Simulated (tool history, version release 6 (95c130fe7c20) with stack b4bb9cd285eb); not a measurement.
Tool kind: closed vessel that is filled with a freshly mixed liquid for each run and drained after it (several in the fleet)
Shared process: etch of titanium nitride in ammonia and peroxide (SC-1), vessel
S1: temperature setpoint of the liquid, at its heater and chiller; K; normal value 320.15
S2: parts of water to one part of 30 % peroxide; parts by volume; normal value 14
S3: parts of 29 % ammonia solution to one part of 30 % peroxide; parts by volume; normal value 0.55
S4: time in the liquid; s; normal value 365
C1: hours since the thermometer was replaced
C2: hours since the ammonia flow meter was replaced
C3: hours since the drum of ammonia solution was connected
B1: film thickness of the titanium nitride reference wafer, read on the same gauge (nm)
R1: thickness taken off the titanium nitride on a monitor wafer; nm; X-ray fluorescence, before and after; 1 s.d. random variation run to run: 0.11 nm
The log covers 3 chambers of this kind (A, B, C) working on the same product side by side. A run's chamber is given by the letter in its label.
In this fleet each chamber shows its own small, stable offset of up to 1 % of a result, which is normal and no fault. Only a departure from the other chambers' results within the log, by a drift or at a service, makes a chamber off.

run    day      S1  S2    S3   S4      C1      C2     C3      B1      R1
 1B  0.200  320.15  14  0.55  365  1453.5  2029.1  322.9  29.995  15.303
 2A  0.346  320.15  14  0.55  365  2337.5  1098.1  130.2  30.006  15.628
 3C  0.646  320.15  14  0.55  365   409.6  1692.5  119.5  30.006  15.224
 4C  0.929  320.15  14  0.55  365   416.4  1699.3  126.3  30.009  15.211
 5A  1.229  320.15  14  0.55  365  2358.7  1119.3  151.4  30.001  15.474
 6B  1.442  320.15  14  0.55  365  1483.3  2058.9  352.7  30.012  15.149
     1.688  -- chamber C: ammonia flow meter replaced
 7C  1.688  320.15  14  0.55  365   434.6     0.0  144.5  30.009  15.411
     1.871  -- chamber A: thermometer replaced
 8B  1.942  320.15  14  0.55  365  1495.3  2070.9  364.7  30.006  15.085
 9A  2.233  320.15  14  0.55  365     8.8  1143.4  175.5  29.990  15.408
10A  2.533  320.15  14  0.55  365    16.0  1150.6  182.7  30.009  15.580
11C  2.825  320.15  14  0.55  365   461.9    27.3  171.8  30.009  15.430
12B  3.079  320.15  14  0.55  365  1522.6  2098.2  392.0  29.996  14.902
13C  3.304  320.15  14  0.55  365   473.4    38.8  183.3  30.011  15.340
     3.450  -- chamber B: new drum of ammonia solution connected
14A  3.546  320.15  14  0.55  365    40.3  1174.9  207.0  30.002  15.728
15B  3.862  320.15  14  0.55  365  1541.4  2117.0    9.9  30.002  14.899
16B  4.138  320.15  14  0.55  365  1548.0  2123.6   16.5  30.006  14.875
     4.238  -- chamber B: ammonia flow meter replaced
17A  4.346  320.15  14  0.55  365    59.5  1194.1  226.2  30.020  15.611
18C  4.612  320.15  14  0.55  365   504.8    70.2  214.7  29.994  15.416
19C  4.838  320.15  14  0.55  365   510.2    75.6  220.1  30.001  15.482
20A  5.017  320.15  14  0.55  365    75.6  1210.2  242.3  30.021  15.655
21B  5.179  320.15  14  0.55  365  1573.0    22.7   41.5  30.006  14.479
22B  5.438  320.15  14  0.55  365  1579.2    28.9   47.7  30.011  14.678
23C  5.646  320.15  14  0.55  365   529.6    95.0  239.5  30.012  15.278
24A  5.925  320.15  14  0.55  365    97.4  1232.0  264.1  30.006  15.408
25C  6.192  320.15  14  0.55  365   542.7   108.1  252.6  29.995  15.271
26A  6.404  320.15  14  0.55  365   108.9  1243.5  275.6  30.002  15.419
27B  6.621  320.15  14  0.55  365  1607.6    57.3   76.1  29.998  14.444
28A  6.825  320.15  14  0.55  365   119.0  1253.6  285.7  30.011  15.390
29B  7.012  320.15  14  0.70  500  1617.0    66.7   85.5  29.974  20.319
30C  7.288  320.15  14  0.70  500   569.0   134.4  278.9  30.009  22.179
31C  7.488  320.15  14  0.70  500   573.8   139.2  283.7  29.997  21.953

For the next run the whole fleet of 3 chambers uses the same settings. Give each chamber's results:
32A  7.717  326.15  14  0.55  365                   ?
32B  7.717  326.15  14  0.55  365                   ?
32C  7.717  326.15  14  0.55  365                   ?

run      R1
32A  23.761
32B  21.298
32C  23.239
